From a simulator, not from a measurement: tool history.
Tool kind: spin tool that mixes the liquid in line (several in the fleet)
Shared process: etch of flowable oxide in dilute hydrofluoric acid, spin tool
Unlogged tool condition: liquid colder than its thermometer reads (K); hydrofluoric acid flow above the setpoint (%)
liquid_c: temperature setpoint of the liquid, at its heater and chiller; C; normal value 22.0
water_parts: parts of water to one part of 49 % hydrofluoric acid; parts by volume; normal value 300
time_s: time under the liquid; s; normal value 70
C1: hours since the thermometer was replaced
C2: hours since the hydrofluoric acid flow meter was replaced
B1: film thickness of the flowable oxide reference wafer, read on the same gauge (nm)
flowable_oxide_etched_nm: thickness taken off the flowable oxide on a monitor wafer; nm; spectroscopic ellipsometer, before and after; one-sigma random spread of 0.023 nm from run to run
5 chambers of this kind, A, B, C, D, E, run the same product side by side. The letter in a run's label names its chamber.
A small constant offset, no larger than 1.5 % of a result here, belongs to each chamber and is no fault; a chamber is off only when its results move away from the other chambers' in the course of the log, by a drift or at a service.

{"run": "1C", "hour": 4.7, "liquid_c": 22.0, "water_parts": 300, "time_s": 70, "C1": 2742.0, "C2": 541.7, "B1": 120.01, "flowable_oxide_etched_nm": 5.088}
{"run": "2A", "hour": 10.9, "liquid_c": 22.0, "water_parts": 300, "time_s": 70, "C1": 868.9, "C2": 877.0, "B1": 119.99, "flowable_oxide_etched_nm": 5.0339}
{"run": "3E", "hour": 21.1, "liquid_c": 22.0, "water_parts": 300, "time_s": 70, "C1": 699.1, "C2": 250.8, "B1": 120.0, "flowable_oxide_etched_nm": 5.0494}
{"run": "4D", "hour": 27.9, "liquid_c": 22.0, "water_parts": 300, "time_s": 70, "C1": 140.0, "C2": 980.8, "B1": 119.98, "flowable_oxide_etched_nm": 5.0492}
{"run": "5B", "hour": 38.4, "liquid_c": 22.0, "water_parts": 300, "time_s": 70, "C1": 313.8, "C2": 1718.7, "B1": 120.02, "flowable_oxide_etched_nm": 5.0533}
{"run": "6A", "hour": 43.4, "liquid_c": 17.5, "water_parts": 300, "time_s": 70, "C1": 901.4, "C2": 909.5, "B1": 120.01, "flowable_oxide_etched_nm": 4.2874}
{"run": "7C", "hour": 49.9, "liquid_c": 17.5, "water_parts": 300, "time_s": 70, "C1": 2787.2, "C2": 586.9, "B1": 120.0, "flowable_oxide_etched_nm": 4.3294}
{"hour": 51.4, "done": "chamber C: thermometer replaced"}
{"run": "8D", "hour": 55.2, "liquid_c": 17.5, "water_parts": 300, "time_s": 70, "C1": 167.3, "C2": 1008.1, "B1": 120.02, "flowable_oxide_etched_nm": 4.3041}
{"run": "9E", "hour": 59.8, "liquid_c": 17.5, "water_parts": 300, "time_s": 70, "C1": 737.8, "C2": 289.5, "B1": 119.97, "flowable_oxide_etched_nm": 4.2713}
{"run": "10B", "hour": 68.9, "liquid_c": 17.5, "water_parts": 300, "time_s": 70, "C1": 344.3, "C2": 1749.2, "B1": 120.03, "flowable_oxide_etched_nm": 4.2464}
{"run": "11C", "hour": 75.5, "liquid_c": 22.0, "water_parts": 300, "time_s": 70, "C1": 24.2, "C2": 612.5, "B1": 120.0, "flowable_oxide_etched_nm": 5.1141}
{"run": "12E", "hour": 80.6, "liquid_c": 22.0, "water_parts": 300, "time_s": 70, "C1": 758.6, "C2": 310.3, "B1": 119.99, "flowable_oxide_etched_nm": 5.0499}
{"run": "13D", "hour": 90.7, "liquid_c": 22.0, "water_parts": 300, "time_s": 70, "C1": 202.8, "C2": 1043.6, "B1": 120.0, "flowable_oxide_etched_nm": 5.0384}
{"run": "14A", "hour": 99.2, "liquid_c": 22.0, "water_parts": 300, "time_s": 70, "C1": 957.2, "C2": 965.3, "B1": 120.0, "flowable_oxide_etched_nm": 5.0433}
{"run": "15B", "hour": 109.0, "liquid_c": 22.0, "water_parts": 300, "time_s": 70, "C1": 384.4, "C2": 1789.3, "B1": 119.97, "flowable_oxide_etched_nm": 5.01}
{"run": "16A", "hour": 118.1, "liquid_c": 22.0, "water_parts": 300, "time_s": 70, "C1": 976.1, "C2": 984.2, "B1": 119.99, "flowable_oxide_etched_nm": 5.0341}
{"run": "17C", "hour": 127.5, "liquid_c": 22.0, "water_parts": 300, "time_s": 70, "C1": 76.2, "C2": 664.5, "B1": 119.99, "flowable_oxide_etched_nm": 5.0925}
{"run": "18E", "hour": 133.0, "liquid_c": 19.5, "water_parts": 300, "time_s": 85, "C1": 811.0, "C2": 362.7, "B1": 120.0, "flowable_oxide_etched_nm": 5.6024}
{"run": "19D", "hour": 143.3, "liquid_c": 19.5, "water_parts": 300, "time_s": 85, "C1": 255.4, "C2": 1096.2, "B1": 120.0, "flowable_oxide_etched_nm": 5.6129}
{"run": "20B", "hour": 148.0, "liquid_c": 19.5, "water_parts": 300, "time_s": 85, "C1": 423.4, "C2": 1828.3, "B1": 119.99, "flowable_oxide_etched_nm": 5.5455}
{"run": "21A", "hour": 155.0, "liquid_c": 19.5, "water_parts": 300, "time_s": 85, "C1": 1013.0, "C2": 1021.1, "B1": 120.01, "flowable_oxide_etched_nm": 5.6111}
{"run": "22B", "hour": 164.2, "liquid_c": 19.5, "water_parts": 300, "time_s": 85, "C1": 439.6, "C2": 1844.5, "B1": 120.0, "flowable_oxide_etched_nm": 5.6191}
{"run": "23E", "hour": 171.7, "liquid_c": 22.0, "water_parts": 300, "time_s": 70, "C1": 849.7, "C2": 401.4, "B1": 120.03, "flowable_oxide_etched_nm": 5.0531}
{"run": "24C", "hour": 178.0, "liquid_c": 22.0, "water_parts": 300, "time_s": 70, "C1": 126.7, "C2": 715.0, "B1": 120.0, "flowable_oxide_etched_nm": 5.0784}
{"run": "25D", "hour": 188.1, "liquid_c": 22.0, "water_parts": 300, "time_s": 70, "C1": 300.2, "C2": 1141.0, "B1": 120.01, "flowable_oxide_etched_nm": 5.0613}
{"run": "26B", "hour": 197.1, "liquid_c": 22.0, "water_parts": 300, "time_s": 70, "C1": 472.5, "C2": 1877.4, "B1": 120.01, "flowable_oxide_etched_nm": 5.0175}
{"run": "27C", "hour": 205.2, "liquid_c": 25.5, "water_parts": 300, "time_s": 50, "C1": 153.9, "C2": 742.2, "B1": 120.0, "flowable_oxide_etched_nm": 4.1056}
{"run": "28E", "hour": 213.0, "liquid_c": 25.5, "water_parts": 300, "time_s": 50, "C1": 891.0, "C2": 442.7, "B1": 120.01, "flowable_oxide_etched_nm": 4.0553}
{"run": "29D", "hour": 223.3, "liquid_c": 25.5, "water_parts": 300, "time_s": 50, "C1": 335.4, "C2": 1176.2, "B1": 119.98, "flowable_oxide_etched_nm": 4.0937}
{"run": "30A", "hour": 232.3, "liquid_c": 25.5, "water_parts": 300, "time_s": 50, "C1": 1090.3, "C2": 1098.4, "B1": 120.01, "flowable_oxide_etched_nm": 4.1051}
{"hour": 238.1, "done": "chamber C: hydrofluoric acid flow meter replaced"}
{"run": "31A", "hour": 238.8, "liquid_c": 25.5, "water_parts": 300, "time_s": 50, "C1": 1096.8, "C2": 1104.9, "B1": 119.97, "flowable_oxide_etched_nm": 4.0973}
{"run": "32C", "hour": 246.2, "liquid_c": 22.0, "water_parts": 300, "time_s": 70, "C1": 194.9, "C2": 8.2, "B1": 120.0, "flowable_oxide_etched_nm": 5.0754}
{"run": "33E", "hour": 255.3, "liquid_c": 22.0, "water_parts": 300, "time_s": 70, "C1": 933.3, "C2": 485.0, "B1": 120.01, "flowable_oxide_etched_nm": 5.0567}
{"run": "34B", "hour": 261.7, "liquid_c": 22.0, "water_parts": 300, "time_s": 70, "C1": 537.1, "C2": 1942.0, "B1": 120.01, "flowable_oxide_etched_nm": 5.068}

What goes on in this fleet: one chamber off, a drifting gauge, or nothing beyond the chambers' own small offsets? Name the chamber and the cause, if any.

No chamber stands off beyond its own small offset, and the gauge holds steady.
